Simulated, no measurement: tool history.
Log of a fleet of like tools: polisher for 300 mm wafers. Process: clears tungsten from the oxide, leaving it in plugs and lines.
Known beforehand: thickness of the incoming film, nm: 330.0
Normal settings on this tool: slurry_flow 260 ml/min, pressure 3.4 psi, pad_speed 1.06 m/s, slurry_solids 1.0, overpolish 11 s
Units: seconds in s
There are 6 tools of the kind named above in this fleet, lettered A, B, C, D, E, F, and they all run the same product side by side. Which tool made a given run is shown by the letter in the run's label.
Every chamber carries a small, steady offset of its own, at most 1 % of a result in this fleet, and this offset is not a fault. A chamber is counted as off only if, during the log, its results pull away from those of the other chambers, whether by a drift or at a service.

At hour 2.6: chamber B: slurry blender recalibrated.
Run 1C, hour 6.2: usual settings. Result: seconds 60.778 s.
Run 2B, hour 11.9: usual settings. Result: seconds 60.544 s.
At hour 15.7: chamber E: worn pad replaced by a new one.
Run 3F, hour 16.8: usual settings. Result: seconds 59.230 s.
Run 4D, hour 23.0: usual settings. Result: seconds 58.536 s.
Run 5E, hour 28.6: usual settings but pressure 2.7 psi, pad_speed 1.40 m/s. Result: seconds 59.463 s.
Run 6A, hour 36.9: usual settings but pressure 2.7 psi, pad_speed 1.40 m/s. Result: seconds 57.813 s.
At hour 37.7: chamber D: slurry tank refilled with fresh slurry and peroxide.
At hour 42.1: chamber E: slurry nozzle cleaned.
Run 7B, hour 44.3: usual settings but pressure 2.7 psi, pad_speed 1.40 m/s. Result: seconds 58.319 s.
At hour 49.4: chamber F: slurry tank refilled with fresh slurry and peroxide.
At hour 50.3: chamber A: slurry tank refilled with fresh slurry and peroxide.
Run 8D, hour 52.4: usual settings but pressure 2.7 psi, pad_speed 1.40 m/s. Result: seconds 57.247 s.
At hour 57.3: chamber D: worn pad replaced by a new one.
Run 9C, hour 57.4: usual settings but pressure 2.7 psi, pad_speed 1.40 m/s. Result: seconds 58.083 s.
Run 10E, hour 64.3: usual settings but pressure 2.7 psi, pad_speed 1.40 m/s. Result: seconds 59.831 s.
Run 11A, hour 69.2: usual settings. Result: seconds 60.158 s.
At hour 71.7: chamber F: slurry nozzle cleaned.
Run 12F, hour 74.5: usual settings. Result: seconds 60.353 s.
At hour 77.2: chamber A: slurry nozzle cleaned.
At hour 78.0: chamber A: worn pad replaced by a new one.
At hour 81.3: chamber C: slurry nozzle cleaned.
Run 13A, hour 81.4: usual settings. Result: seconds 59.904 s.
At hour 88.6: chamber B: worn pad replaced by a new one.
Run 14E, hour 89.7: usual settings. Result: seconds 62.132 s.
Run 15D, hour 97.0: usual settings. Result: seconds 60.161 s.
At hour 98.2: chamber F: slurry tank refilled with fresh slurry and peroxide.
At hour 103.2: chamber F: worn pad replaced by a new one.
Run 16C, hour 104.8: usual settings but pressure 4.6 psi, pad_speed 1.38 m/s. Result: seconds 34.526 s.
Run 17F, hour 109.5: usual settings but pressure 4.6 psi, pad_speed 1.38 m/s. Result: seconds 33.915 s.
At hour 113.1: chamber E: slurry tank refilled with fresh slurry and peroxide.
Run 18B, hour 114.3: usual settings but pressure 4.6 psi, pad_speed 1.38 m/s. Result: seconds 35.172 s.
At hour 117.5: chamber E: worn pad replaced by a new one.
At hour 119.1: chamber A: slurry tank refilled with fresh slurry and peroxide.
Run 19B, hour 122.4: usual settings but pressure 4.6 psi, pad_speed 1.38 m/s. Result: seconds 35.701 s.
Run 20A, hour 127.0: usual settings but pressure 4.6 psi, pad_speed 1.38 m/s. Result: seconds 34.353 s.
At hour 134.2: chamber B: slurry blender recalibrated.
Run 21C, hour 134.5: usual settings but pressure 4.6 psi, pad_speed 1.38 m/s. Result: seconds 34.055 s.
At hour 134.6: chamber C: slurry blender recalibrated.
Run 22E, hour 139.3: usual settings. Result: seconds 62.194 s.
Run 23D, hour 146.1: usual settings. Result: seconds 60.223 s.
At hour 151.1: chamber F: slurry tank refilled with fresh slurry and peroxide.
Run 24F, hour 154.2: usual settings. Result: seconds 59.183 s.
At hour 156.6: chamber C: worn pad replaced by a new one.
Run 25E, hour 160.6: usual settings. Result: seconds 62.700 s.
At hour 164.0: chamber D: worn pad replaced by a new one.
At hour 165.2: chamber A: worn pad replaced by a new one.
Run 26B, hour 167.5: usual settings. Result: seconds 64.001 s.
At hour 169.1: chamber A: slurry blender recalibrated.
At hour 169.6: chamber D: head pressure recalibrated.
Run 27C, hour 174.6: usual settings. Result: seconds 64.224 s.
At hour 174.8: chamber C: slurry tank refilled with fresh slurry and peroxide.
Run 28F, hour 180.8: usual settings but pad_speed 0.74 m/s, overpolish 15 s. Result: seconds 83.897 s.
At hour 185.6: chamber D: slurry tank refilled with fresh slurry and peroxide.
Run 29A, hour 186.1: usual settings but pad_speed 0.74 m/s, overpolish 15 s. Result: seconds 86.522 s.
At hour 186.6: chamber A: head pressure recalibrated.
At hour 187.2: chamber A: slurry tank refilled with fresh slurry and peroxide.
Run 30D, hour 190.8: usual settings but pad_speed 0.74 m/s, overpolish 15 s. Result: seconds 87.598 s.
Run 31A, hour 195.8: usual settings but pad_speed 0.74 m/s, overpolish 15 s. Result: seconds 88.216 s.
Run 32B, hour 202.3: usual settings but pad_speed 0.74 m/s, overpolish 15 s. Result: seconds 94.786 s.
At hour 205.0: chamber F: slurry tank refilled with fresh slurry and peroxide.
Run 33E, hour 210.4: usual settings but pad_speed 0.74 m/s, overpolish 15 s. Result: seconds 88.449 s.
At hour 215.2: chamber E: worn pad replaced by a new one.
Run 34C, hour 215.2: usual settings. Result: seconds 62.243 s.
Run 35F, hour 221.8: usual settings. Result: seconds 61.636 s.
Run 36D, hour 228.2: usual settings. Result: seconds 60.523 s.
At hour 234.9: chamber F: slurry blender recalibrated.
Run 37F, hour 235.0: usual settings. Result: seconds 59.672 s.
Run 38C, hour 242.8: usual settings. Result: seconds 62.181 s.
Run 39A, hour 249.1: usual settings. Result: seconds 61.079 s.
Run 40E, hour 254.4: usual settings. Result: seconds 63.018 s.

All chambers now run identical settings, listed one chamber a line with results as question marks. What results will each chamber show?
Run 41A, hour 260.4: usual settings but slurry_solids 0.8. Result: seconds ?.
Run 41B, hour 260.4: usual settings but slurry_solids 0.8. Result: seconds ?.
Run 41C, hour 260.4: usual settings but slurry_solids 0.8. Result: seconds ?.
Run 41D, hour 260.4: usual settings but slurry_solids 0.8. Result: seconds ?.
Run 41E, hour 260.4: usual settings but slurry_solids 0.8. Result: seconds ?.
Run 41F, hour 260.4: usual settings but slurry_solids 0.8. Result: seconds ?.

run  seconds
41A   63.225
41B   72.385
41C   65.240
41D   63.531
41E   63.923
41F   63.092
